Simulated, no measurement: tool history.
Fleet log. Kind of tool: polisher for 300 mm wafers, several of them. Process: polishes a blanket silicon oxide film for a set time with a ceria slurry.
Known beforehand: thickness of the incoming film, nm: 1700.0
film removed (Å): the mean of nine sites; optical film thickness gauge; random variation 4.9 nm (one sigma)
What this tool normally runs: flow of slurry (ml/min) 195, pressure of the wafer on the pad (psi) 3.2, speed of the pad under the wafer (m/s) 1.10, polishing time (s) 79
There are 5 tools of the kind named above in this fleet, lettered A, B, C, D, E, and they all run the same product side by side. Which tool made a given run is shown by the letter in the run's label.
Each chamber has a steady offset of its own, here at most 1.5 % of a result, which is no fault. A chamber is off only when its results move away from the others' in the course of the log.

| run | hour | flow of slurry (ml/min) | pressure of the wafer on the pad (psi) | speed of the pad under the wafer (m/s) | polishing time (s) | wafers polished on this pad | hours since the slurry nozzle was cleaned | hours since the head pressure was calibrated | film removed (Å) |
|---|---|---|---|---|---|---|---|---|---|
| 1A | 5.4 | 195 | 3.2 | 1.10 | 79 | 99 | 556.3 | 758.2 | 4197.5 |
| 2E | 9.0 | 195 | 3.2 | 1.10 | 79 | 486 | 500.7 | 570.3 | 4097.0 |
| 3D | 12.1 | 195 | 3.2 | 1.10 | 79 | 386 | 317.1 | 754.6 | 4061.7 |
|  | 16.3 | chamber E: worn pad replaced by a new one |
| 4C | 18.3 | 195 | 3.2 | 1.10 | 79 | 528 | 430.0 | 328.6 | 4357.2 |
| 5B | 24.7 | 195 | 3.2 | 0.78 | 53 | 1065 | 83.3 | 588.4 | 1964.9 |
| 6D | 28.8 | 195 | 3.2 | 0.78 | 53 | 612 | 333.8 | 771.3 | 1960.9 |
| 7C | 34.1 | 195 | 3.2 | 0.78 | 53 | 743 | 445.8 | 344.4 | 2020.2 |
| 8A | 37.2 | 195 | 3.2 | 0.78 | 53 | 530 | 588.1 | 790.0 | 1997.2 |
|  | 40.6 | chamber C: head pressure recalibrated |
| 9E | 41.2 | 195 | 3.2 | 0.78 | 53 | 338 | 532.9 | 602.5 | 1974.9 |
| 10B | 45.2 | 195 | 3.2 | 1.10 | 79 | 1342 | 103.8 | 608.9 | 4159.5 |
| 11D | 48.6 | 195 | 3.2 | 1.10 | 79 | 881 | 353.6 | 791.1 | 4058.0 |
|  | 48.8 | chamber A: head pressure recalibrated |
|  | 49.0 | chamber C: worn pad replaced by a new one |
|  | 49.5 | chamber D: worn pad replaced by a new one |
| 12E | 53.2 | 195 | 3.2 | 1.10 | 79 | 500 | 544.9 | 614.5 | 4158.1 |
| 13B | 58.9 | 195 | 3.2 | 1.10 | 79 | 1528 | 117.5 | 622.6 | 4138.3 |
| 14C | 63.6 | 195 | 3.2 | 1.10 | 79 | 198 | 475.3 | 23.0 | 4250.6 |
| 15A | 68.7 | 195 | 3.2 | 1.10 | 79 | 956 | 619.6 | 20.0 | 4166.2 |
|  | 69.2 | chamber A: worn pad replaced by a new one |
|  | 71.3 | chamber E: worn pad replaced by a new one |
| 16D | 72.5 | 195 | 3.2 | 0.86 | 52 | 312 | 377.5 | 815.0 | 2150.3 |
| 17A | 78.5 | 195 | 3.2 | 0.86 | 52 | 127 | 629.4 | 29.8 | 2108.0 |
| 18E | 84.7 | 195 | 3.2 | 0.86 | 52 | 181 | 576.4 | 646.0 | 2120.3 |
| 19B | 88.3 | 195 | 3.2 | 0.86 | 52 | 1926 | 146.9 | 652.0 | 2065.5 |
| 20C | 91.9 | 195 | 3.2 | 0.86 | 52 | 582 | 503.6 | 51.3 | 2187.2 |
| 21B | 97.6 | 195 | 3.2 | 1.10 | 79 | 2052 | 156.2 | 661.3 | 4099.5 |
| 22A | 102.5 | 195 | 3.2 | 1.10 | 79 | 452 | 653.4 | 53.8 | 4155.3 |
| 23C | 107.7 | 195 | 3.2 | 1.10 | 79 | 796 | 519.4 | 67.1 | 4151.8 |
| 24D | 114.0 | 195 | 3.2 | 1.10 | 79 | 874 | 419.0 | 856.5 | 4030.1 |
|  | 117.6 | chamber D: worn pad replaced by a new one |
| 25E | 118.1 | 195 | 3.2 | 1.10 | 79 | 634 | 609.8 | 679.4 | 4147.7 |
|  | 120.4 | chamber C: worn pad replaced by a new one |
|  | 122.3 | chamber E: worn pad replaced by a new one |
| 26A | 124.8 | 195 | 3.2 | 1.10 | 79 | 754 | 675.7 | 76.1 | 4134.9 |
| 27C | 131.0 | 195 | 3.2 | 1.10 | 79 | 143 | 542.7 | 90.4 | 4295.9 |
| 28B | 135.6 | 195 | 3.2 | 1.10 | 79 | 2567 | 194.2 | 699.3 | 3976.0 |
| 29D | 142.1 | 195 | 3.2 | 1.10 | 79 | 332 | 447.1 | 884.6 | 4135.6 |
| 30E | 146.8 | 195 | 3.2 | 1.10 | 79 | 331 | 638.5 | 708.1 | 4183.8 |
|  | 152.4 | chamber A: worn pad replaced by a new one |
| 31E | 152.9 | 195 | 3.2 | 1.10 | 79 | 414 | 644.6 | 714.2 | 4172.3 |
| 32A | 157.9 | 195 | 3.2 | 1.10 | 79 | 74 | 708.8 | 109.2 | 4087.5 |
| 33B | 161.2 | 195 | 3.2 | 1.10 | 79 | 2914 | 219.8 | 724.9 | 3917.5 |
|  | 165.6 | chamber C: slurry nozzle cleaned |
|  | 165.6 | chamber E: worn pad replaced by a new one |
| 34C | 166.7 | 195 | 3.2 | 1.10 | 79 | 627 | 1.2 | 126.1 | 4196.3 |
| 35D | 171.3 | 195 | 3.2 | 1.10 | 79 | 727 | 476.3 | 913.8 | 4054.3 |
| 36B | 176.3 | 195 | 3.2 | 1.32 | 79 | 3118 | 234.9 | 740.0 | 4617.2 |
|  | 178.6 | chamber D: worn pad replaced by a new one |
| 37D | 180.7 | 195 | 3.2 | 1.32 | 79 | 29 | 485.7 | 923.2 | 4995.5 |
| 38E | 185.3 | 195 | 3.2 | 1.32 | 79 | 267 | 677.0 | 746.6 | 5006.4 |
| 39C | 189.8 | 195 | 3.2 | 1.32 | 79 | 940 | 24.3 | 149.2 | 5048.5 |
| 40A | 193.6 | 195 | 3.2 | 1.32 | 79 | 558 | 744.5 | 144.9 | 4914.9 |

What goes on in this fleet: one chamber off, a drifting gauge, or nothing beyond the chambers' own small offsets? Name the chamber and the cause, if any.

Little by little, chamber B moves away from the other chambers.
Likeliest cause: removal rate lost through wear of the pad, % = 8.96.
The log may not tell that from: slurry flow missing at the pad, %; head's pressure below its setpoint, %.

Below are 4 candidate recipes for chamber B's next run, each the usual settings with a change, their results shown as question marks. Which of them brings B's results back in line with what the other chambers give on the usual settings?
To be in line, a result may differ from the other chambers' mean on the usual settings by at most: film removed (Å) 170.0
| 41B-1 | 198.6 | 195 | 3.4 | 1.16 | 84 |  |  |  | ? |
| 41B-2 | 198.6 | 195 | 3.3 | 1.14 | 81 |  |  |  | ? |
| 41B-3 | 198.6 | 195 | 3.1 | 1.06 | 77 |  |  |  | ? |
| 41B-4 | 198.6 | 195 | 2.9 | 1.00 | 79 |  |  |  | ? |

The other chambers' mean on the usual settings: film removed (Å) 4158.5
| run | film removed (Å) |
|---|---|
| 41B-1 | 4544.7 |
| 41B-2 | 4183.0 |
| 41B-3 | 3480.4 |
| 41B-4 | 3157.6 |
The answer is 41B-2, which returns the chamber to within the allowed miss of the others.
